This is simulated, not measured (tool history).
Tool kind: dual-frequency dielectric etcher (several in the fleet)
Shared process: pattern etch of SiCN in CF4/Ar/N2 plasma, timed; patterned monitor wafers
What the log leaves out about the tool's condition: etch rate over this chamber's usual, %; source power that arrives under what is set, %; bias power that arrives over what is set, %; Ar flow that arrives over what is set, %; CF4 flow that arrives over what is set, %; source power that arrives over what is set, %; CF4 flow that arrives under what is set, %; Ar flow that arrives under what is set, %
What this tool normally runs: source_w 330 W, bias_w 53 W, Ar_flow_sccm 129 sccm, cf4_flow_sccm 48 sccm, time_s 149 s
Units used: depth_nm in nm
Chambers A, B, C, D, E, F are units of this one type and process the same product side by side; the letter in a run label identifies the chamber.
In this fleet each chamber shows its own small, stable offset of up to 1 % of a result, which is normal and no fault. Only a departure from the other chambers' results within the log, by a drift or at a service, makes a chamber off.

| run | hour | source_w | bias_w | Ar_flow_sccm | cf4_flow_sccm | time_s | hours since the last wet clean | hours since the last source power generator calibration | hours since the last bias power generator calibration | hours since the last Ar flow controller change | hours since the last CF4 flow controller change | read-back reference wafer on the same gauge, depth_nm | depth_nm |
|---|---|---|---|---|---|---|---|---|---|---|---|---|---|
| 1A | 6.4 | 330 | 53 | 129 | 48 | 149 | 7.3 | 308 | 31.8 | 2542.6 | 4662.7 | 63.319 | 78.408 |
| 2D | 10.5 | 330 | 53 | 129 | 48 | 149 | 160.3 | 1464.2 | 1035.7 | 2260.8 | 1093 | 63.246 | 78.918 |
| 3B | 16.8 | 330 | 53 | 129 | 48 | 149 | 349.9 | 3643.7 | 2803.6 | 2045.2 | 25.8 | 63.297 | 78.816 |
| 4E | 22.9 | 330 | 53 | 129 | 48 | 149 | 33 | 528.8 | 2636.7 | 4167.5 | 3184.6 | 63.347 | 79.123 |
| 5C | 26.8 | 330 | 53 | 129 | 48 | 149 | 408.8 | 1316.7 | 1096.5 | 658 | 331.1 | 63.269 | 79.778 |
| 6F | 31.4 | 370 | 53 | 129 | 48 | 149 | 377.9 | 3546.7 | 2636.9 | 2047.5 | 613 | 63.217 | 87.486 |
| 7C | 36.6 | 370 | 53 | 129 | 48 | 149 | 418.6 | 1326.5 | 1106.3 | 667.8 | 340.9 | 63.39 | 87.853 |
| 8B | 42.5 | 370 | 53 | 129 | 48 | 149 | 375.6 | 3669.4 | 2829.3 | 2070.9 | 51.5 | 63.351 | 87.592 |
| 9D | 46.6 | 370 | 53 | 129 | 48 | 149 | 196.4 | 1500.3 | 1071.8 | 2296.9 | 1129.1 | 63.347 | 87.798 |
| 10E | 52.4 | 370 | 53 | 129 | 48 | 149 | 62.5 | 558.3 | 2666.2 | 4197 | 3214.1 | 63.33 | 87.336 |
|  | 53.7 | chamber F: Ar flow controller replaced |
| 11F | 56.9 | 370 | 53 | 129 | 48 | 149 | 403.4 | 3572.2 | 2662.4 | 3.2 | 638.5 | 63.274 | 87.039 |
| 12A | 60.3 | 330 | 53 | 129 | 48 | 149 | 61.2 | 361.9 | 85.7 | 2596.5 | 4716.6 | 63.316 | 78.596 |
| 13A | 67.3 | 330 | 53 | 129 | 48 | 149 | 68.2 | 368.9 | 92.7 | 2603.5 | 4723.6 | 63.203 | 78.514 |
| 14F | 72.9 | 270 | 53 | 129 | 48 | 149 | 419.4 | 3588.2 | 2678.4 | 19.2 | 654.5 | 63.28 | 66.979 |
| 15D | 78.2 | 270 | 53 | 129 | 48 | 149 | 228 | 1531.9 | 1103.4 | 2328.5 | 1160.7 | 63.415 | 66.001 |
| 16C | 83.7 | 270 | 53 | 129 | 48 | 149 | 465.7 | 1373.6 | 1153.4 | 714.9 | 388 | 63.274 | 67.232 |
|  | 86.1 | chamber E: Ar flow controller replaced |
| 17B | 89.6 | 270 | 53 | 129 | 48 | 149 | 422.7 | 3716.5 | 2876.4 | 2118 | 98.6 | 63.3 | 66.399 |
| 18E | 95.9 | 270 | 53 | 129 | 48 | 149 | 106 | 601.8 | 2709.7 | 9.8 | 3257.6 | 63.293 | 67.048 |
| 19E | 100.1 | 270 | 53 | 129 | 48 | 149 | 110.2 | 606 | 2713.9 | 14 | 3261.8 | 63.283 | 67.118 |
| 20F | 106.7 | 330 | 53 | 129 | 48 | 149 | 453.2 | 3622 | 2712.2 | 53 | 688.3 | 63.229 | 79.258 |
| 21C | 111.6 | 370 | 43 | 129 | 48 | 149 | 493.6 | 1401.5 | 1181.3 | 742.8 | 415.9 | 63.266 | 81.663 |
|  | 116.8 | chamber F: source power generator calibrated |
| 22A | 117 | 370 | 43 | 129 | 48 | 149 | 117.9 | 418.6 | 142.4 | 2653.2 | 4773.3 | 63.382 | 80.369 |
|  | 121.1 | chamber F: wet clean of the chamber |
| 23B | 122.6 | 370 | 43 | 129 | 48 | 149 | 455.7 | 3749.5 | 2909.4 | 2151 | 131.6 | 63.366 | 81.132 |
| 24D | 128.1 | 370 | 43 | 129 | 48 | 149 | 277.9 | 1581.8 | 1153.3 | 2378.4 | 1210.6 | 63.348 | 81.424 |
| 25E | 134.1 | 370 | 43 | 129 | 48 | 149 | 144.2 | 640 | 2747.9 | 48 | 3295.8 | 63.299 | 81.237 |
| 26D | 138.9 | 370 | 43 | 129 | 48 | 149 | 288.7 | 1592.6 | 1164.1 | 2389.2 | 1221.4 | 63.238 | 81.087 |
| 27B | 144 | 330 | 53 | 129 | 48 | 149 | 477.1 | 3770.9 | 2930.8 | 2172.4 | 153 | 63.247 | 78.534 |
| 28A | 149.2 | 250 | 53 | 129 | 48 | 149 | 150.1 | 450.8 | 174.6 | 2685.4 | 4805.5 | 63.321 | 61.094 |
| 29C | 156.8 | 250 | 53 | 129 | 48 | 149 | 538.8 | 1446.7 | 1226.5 | 788 | 461.1 | 63.271 | 63.15 |
| 30F | 162.9 | 250 | 53 | 129 | 48 | 149 | 41.9 | 46.1 | 2768.4 | 109.2 | 744.5 | 63.339 | 65.455 |
| 31B | 167.6 | 250 | 53 | 129 | 48 | 149 | 500.7 | 3794.5 | 2954.4 | 2196 | 176.6 | 63.318 | 62.528 |
| 32C | 173.3 | 250 | 53 | 129 | 48 | 149 | 555.3 | 1463.2 | 1243 | 804.5 | 477.6 | 63.273 | 62.777 |
| 33D | 180.4 | 250 | 53 | 129 | 48 | 149 | 330.2 | 1634.1 | 1205.6 | 2430.7 | 1262.9 | 63.374 | 62.33 |
| 34A | 187.9 | 330 | 53 | 129 | 48 | 149 | 188.8 | 489.5 | 213.3 | 2724.1 | 4844.2 | 63.235 | 78.498 |
| 35F | 194.2 | 330 | 53 | 129 | 48 | 149 | 73.2 | 77.4 | 2799.7 | 140.5 | 775.8 | 63.209 | 82.07 |
| 36E | 197.5 | 330 | 53 | 129 | 48 | 149 | 207.6 | 703.4 | 2811.3 | 111.4 | 3359.2 | 63.307 | 79.834 |
| 37D | 201 | 330 | 53 | 129 | 48 | 149 | 350.8 | 1654.7 | 1226.2 | 2451.3 | 1283.5 | 63.232 | 79.137 |
| 38A | 207.9 | 330 | 53 | 129 | 48 | 149 | 208.8 | 509.5 | 233.3 | 2744.1 | 4864.2 | 63.302 | 78.345 |

All 6 chambers run these settings next. Forecast each chamber's results:
| 39A | 213.3 | 330 | 53 | 129 | 48 | 127.5 |  |  |  |  |  |  | ? |
| 39B | 213.3 | 330 | 53 | 129 | 48 | 127.5 |  |  |  |  |  |  | ? |
| 39C | 213.3 | 330 | 53 | 129 | 48 | 127.5 |  |  |  |  |  |  | ? |
| 39D | 213.3 | 330 | 53 | 129 | 48 | 127.5 |  |  |  |  |  |  | ? |
| 39E | 213.3 | 330 | 53 | 129 | 48 | 127.5 |  |  |  |  |  |  | ? |
| 39F | 213.3 | 330 | 53 | 129 | 48 | 127.5 |  |  |  |  |  |  | ? |

| run | depth_nm |
|---|---|
| 39A | 67.443 |
| 39B | 68.114 |
| 39C | 68.129 |
| 39D | 67.768 |
| 39E | 67.542 |
| 39F | 70.426 |
